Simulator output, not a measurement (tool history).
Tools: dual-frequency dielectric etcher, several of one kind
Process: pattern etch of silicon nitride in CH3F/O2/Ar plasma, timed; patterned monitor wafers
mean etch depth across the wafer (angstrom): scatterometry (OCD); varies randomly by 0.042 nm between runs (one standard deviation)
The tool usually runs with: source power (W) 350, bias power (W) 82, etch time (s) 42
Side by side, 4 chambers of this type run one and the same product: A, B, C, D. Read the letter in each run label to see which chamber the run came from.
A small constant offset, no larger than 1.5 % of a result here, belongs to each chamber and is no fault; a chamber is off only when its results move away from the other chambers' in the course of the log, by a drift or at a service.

run   hour  source power (W)  bias power (W)  etch time (s)  hours since the last wet clean  hours since the last source power generator calibration  hours since the last bias power generator calibration  read-back reference wafer on the same gauge, depth_nm  mean etch depth across the wafer (angstrom)
 1D   12.1               350              82             42                           118.3                                                   3435.2                                                 1924.3                                                 24.597                                       289.49
 2B   22.0               350              82             42                           406.4                                                   1119.8                                                  558.9                                                 24.594                                       289.45
 3A   34.5               350              82             42                           198.4                                                    935.6                                                 2963.0                                                 24.588                                       292.87
 4C   42.9               350              82             42                           281.3                                                   1879.8                                                  953.6                                                 24.576                                       291.82
 5C   52.2               350              82             42                           290.6                                                   1889.1                                                  962.9                                                 24.574                                       291.82
 6A   61.6               350              82             42                           225.5                                                    962.7                                                 2990.1                                                 24.573                                       293.51
 7B   68.8               310              73             42                           453.2                                                   1166.6                                                  605.7                                                 24.569                                       266.31
 8D   79.4               310              73             42                           185.6                                                   3502.5                                                 1991.6                                                 24.562                                       265.27
 9D   89.0               310              73             42                           195.2                                                   3512.1                                                 2001.2                                                 24.556                                       265.33
10B   94.7               310              73             42                           479.1                                                   1192.5                                                  631.6                                                 24.556                                       265.14
11A  101.1               350              82             42                           265.0                                                   1002.2                                                 3029.6                                                 24.550                                       292.87
12C  109.6               350              82             42                           348.0                                                   1946.5                                                 1020.3                                                 24.554                                       291.93
13A  119.1               350              82             42                           283.0                                                   1020.2                                                 3047.6                                                 24.544                                       291.85
14C  127.4               350              82             42                           365.8                                                   1964.3                                                 1038.1                                                 24.531                                       291.52
     131.7  -- chamber C: wet clean of the chamber
15B  136.0               350              82             42                           520.4                                                   1233.8                                                  672.9                                                 24.535                                       289.32
     137.7  -- chamber D: bias power generator calibrated
16D  145.9               350              82             42                           252.1                                                   3569.0                                                    8.3                                                 24.533                                       288.00
17C  155.1               350              82             42                            23.5                                                   1992.0                                                 1065.8                                                 24.531                                       291.10
18A  164.4               390              82             42                           328.3                                                   1065.5                                                 3092.9                                                 24.525                                       303.35
19B  173.1               390              82             42                           557.5                                                   1270.9                                                  710.0                                                 24.519                                       300.93
20D  180.5               390              82             42                           286.7                                                   3603.6                                                   42.9                                                 24.516                                       300.38
21C  191.8               390              82             42                            60.2                                                   2028.7                                                 1102.5                                                 24.516                                       302.60
22B  199.9               350              82             42                           584.3                                                   1297.7                                                  736.8                                                 24.516                                       288.93
23A  209.2               280              82             53                           373.1                                                   1110.3                                                 3137.7                                                 24.511                                       338.82
     212.5  -- chamber B: wet clean of the chamber
24D  218.3               280              82             53                           324.5                                                   3641.4                                                   80.7                                                 24.499                                       334.67
25C  228.2               280              82             53                            96.6                                                   2065.1                                                 1138.9                                                 24.497                                       338.27
26D  239.3               280              82             53                           345.5                                                   3662.4                                                  101.7                                                 24.487                                       335.45
27A  250.0               380              82             35                           413.9                                                   1151.1                                                 3178.5                                                 24.483                                       250.21
28B  262.5               380              82             35                            50.1                                                   1360.3                                                  799.4                                                 24.471                                       247.45
29A  268.9               380              82             35                           432.8                                                   1170.0                                                 3197.4                                                 24.467                                       250.55
30C  276.1               380              82             35                           144.5                                                   2113.0                                                 1186.8                                                 24.470                                       250.01
31B  285.8               350              82             42                            73.4                                                   1383.6                                                  822.7                                                 24.456                                       288.42
32D  297.0               350              82             42                           403.2                                                   3720.1                                                  159.4                                                 24.454                                       287.76
33A  305.9               350              82             42                           469.8                                                   1207.0                                                 3234.4                                                 24.451                                       291.75

Is one chamber out of step, is the gauge drifting, or do the chambers differ by no more than their own small offsets? For an off chamber, give its letter and the likeliest cause.

The shared gauge is drifting. All chambers look as if they move in step, but none is off.
Likeliest cause: gauge reads low (%) = 0.596.
